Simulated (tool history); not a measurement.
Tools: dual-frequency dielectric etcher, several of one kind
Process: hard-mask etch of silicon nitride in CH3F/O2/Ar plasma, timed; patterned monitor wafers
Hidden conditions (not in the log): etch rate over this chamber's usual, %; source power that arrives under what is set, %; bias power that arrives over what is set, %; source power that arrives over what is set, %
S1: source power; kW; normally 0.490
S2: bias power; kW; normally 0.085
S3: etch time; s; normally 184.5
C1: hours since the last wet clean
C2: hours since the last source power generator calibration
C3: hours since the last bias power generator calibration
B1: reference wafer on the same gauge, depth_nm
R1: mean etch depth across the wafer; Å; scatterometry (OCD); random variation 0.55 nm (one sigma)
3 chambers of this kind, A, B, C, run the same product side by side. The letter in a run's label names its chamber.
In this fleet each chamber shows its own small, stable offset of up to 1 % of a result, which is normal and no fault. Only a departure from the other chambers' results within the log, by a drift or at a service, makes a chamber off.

| run | hour | S1 | S2 | S3 | C1 | C2 | C3 | B1 | R1 |
|---|---|---|---|---|---|---|---|---|---|
| 1B | 5.2 | 0.490 | 0.085 | 184.5 | 176.0 | 638.4 | 4965.2 | 160.07 | 1482.6 |
| 2A | 8.2 | 0.490 | 0.085 | 184.5 | 70.1 | 2614.4 | 340.7 | 160.02 | 1472.6 |
| 3C | 10.8 | 0.490 | 0.085 | 184.5 | 664.0 | 404.0 | 2709.3 | 160.07 | 1468.8 |
|  | 14.5 | chamber C: wet clean of the chamber |
| 4C | 15.5 | 0.490 | 0.085 | 184.5 | 1.0 | 408.7 | 2714.0 | 159.94 | 1473.3 |
| 5B | 18.1 | 0.490 | 0.085 | 184.5 | 188.9 | 651.3 | 4978.1 | 159.98 | 1468.9 |
| 6A | 20.6 | 0.490 | 0.085 | 184.5 | 82.5 | 2626.8 | 353.1 | 159.88 | 1477.1 |
| 7A | 25.7 | 0.490 | 0.085 | 184.5 | 87.6 | 2631.9 | 358.2 | 160.01 | 1472.6 |
|  | 27.2 | chamber B: bias power generator calibrated |
| 8C | 28.2 | 0.490 | 0.085 | 184.5 | 13.7 | 421.4 | 2726.7 | 159.93 | 1461.3 |
| 9B | 31.1 | 0.490 | 0.085 | 184.5 | 201.9 | 664.3 | 3.9 | 160.03 | 1476.5 |
| 10A | 34.1 | 0.490 | 0.085 | 184.5 | 96.0 | 2640.3 | 366.6 | 159.95 | 1471.5 |
| 11B | 36.8 | 0.490 | 0.085 | 184.5 | 207.6 | 670.0 | 9.6 | 160.00 | 1477.2 |
| 12C | 41.8 | 0.490 | 0.085 | 184.5 | 27.3 | 435.0 | 2740.3 | 160.00 | 1455.8 |
| 13C | 44.3 | 0.490 | 0.085 | 184.5 | 29.8 | 437.5 | 2742.8 | 160.04 | 1462.0 |
| 14B | 48.3 | 0.540 | 0.095 | 184.5 | 219.1 | 681.5 | 21.1 | 159.99 | 1597.3 |
| 15A | 52.7 | 0.540 | 0.095 | 184.5 | 114.6 | 2658.9 | 385.2 | 160.02 | 1590.2 |
| 16A | 56.1 | 0.540 | 0.095 | 184.5 | 118.0 | 2662.3 | 388.6 | 159.81 | 1597.6 |
| 17B | 60.1 | 0.490 | 0.085 | 184.5 | 230.9 | 693.3 | 32.9 | 159.81 | 1475.0 |
| 18C | 63.6 | 0.410 | 0.094 | 184.5 | 49.1 | 456.8 | 2762.1 | 160.13 | 1431.8 |
| 19C | 68.9 | 0.410 | 0.094 | 184.5 | 54.4 | 462.1 | 2767.4 | 160.18 | 1420.9 |
| 20B | 71.4 | 0.410 | 0.094 | 184.5 | 242.2 | 704.6 | 44.2 | 159.98 | 1447.3 |
| 21A | 74.9 | 0.490 | 0.085 | 184.5 | 136.8 | 2681.1 | 407.4 | 160.05 | 1471.9 |
| 22C | 78.2 | 0.490 | 0.085 | 184.5 | 63.7 | 471.4 | 2776.7 | 159.96 | 1464.7 |
| 23B | 83.5 | 0.490 | 0.085 | 184.5 | 254.3 | 716.7 | 56.3 | 160.01 | 1505.8 |
| 24A | 87.3 | 0.490 | 0.085 | 184.5 | 149.2 | 2693.5 | 419.8 | 159.92 | 1476.7 |
| 25B | 91.8 | 0.490 | 0.085 | 184.5 | 262.6 | 725.0 | 64.6 | 159.90 | 1499.6 |
| 26C | 96.6 | 0.490 | 0.085 | 184.5 | 82.1 | 489.8 | 2795.1 | 159.99 | 1467.1 |
| 27A | 99.6 | 0.490 | 0.085 | 184.5 | 161.5 | 2705.8 | 432.1 | 159.92 | 1468.8 |
| 28A | 104.4 | 0.490 | 0.085 | 184.5 | 166.3 | 2710.6 | 436.9 | 160.20 | 1473.9 |
| 29C | 109.3 | 0.490 | 0.085 | 184.5 | 94.8 | 502.5 | 2807.8 | 159.98 | 1466.5 |
| 30B | 112.0 | 0.490 | 0.085 | 184.5 | 282.8 | 745.2 | 84.8 | 159.94 | 1520.2 |
| 31A | 115.9 | 0.490 | 0.085 | 184.5 | 177.8 | 2722.1 | 448.4 | 160.03 | 1472.8 |
| 32C | 121.0 | 0.490 | 0.085 | 184.5 | 106.5 | 514.2 | 2819.5 | 159.96 | 1469.7 |
| 33B | 124.3 | 0.490 | 0.085 | 184.5 | 295.1 | 757.5 | 97.1 | 159.96 | 1525.0 |
| 34B | 129.4 | 0.490 | 0.085 | 184.5 | 300.2 | 762.6 | 102.2 | 159.94 | 1537.3 |
| 35C | 132.8 | 0.490 | 0.085 | 184.5 | 118.3 | 526.0 | 2831.3 | 160.11 | 1471.1 |
| 36A | 136.8 | 0.490 | 0.099 | 184.5 | 198.7 | 2743.0 | 469.3 | 159.93 | 1562.6 |

Predict what each chamber gives when all 3 of them run the settings below next.
| 37A | 140.6 | 0.440 | 0.085 | 184.5 |  |  |  |  | ? |
| 37B | 140.6 | 0.440 | 0.085 | 184.5 |  |  |  |  | ? |
| 37C | 140.6 | 0.440 | 0.085 | 184.5 |  |  |  |  | ? |

| run | R1 |
|---|---|
| 37A | 1411.9 |
| 37B | 1476.6 |
| 37C | 1401.7 |

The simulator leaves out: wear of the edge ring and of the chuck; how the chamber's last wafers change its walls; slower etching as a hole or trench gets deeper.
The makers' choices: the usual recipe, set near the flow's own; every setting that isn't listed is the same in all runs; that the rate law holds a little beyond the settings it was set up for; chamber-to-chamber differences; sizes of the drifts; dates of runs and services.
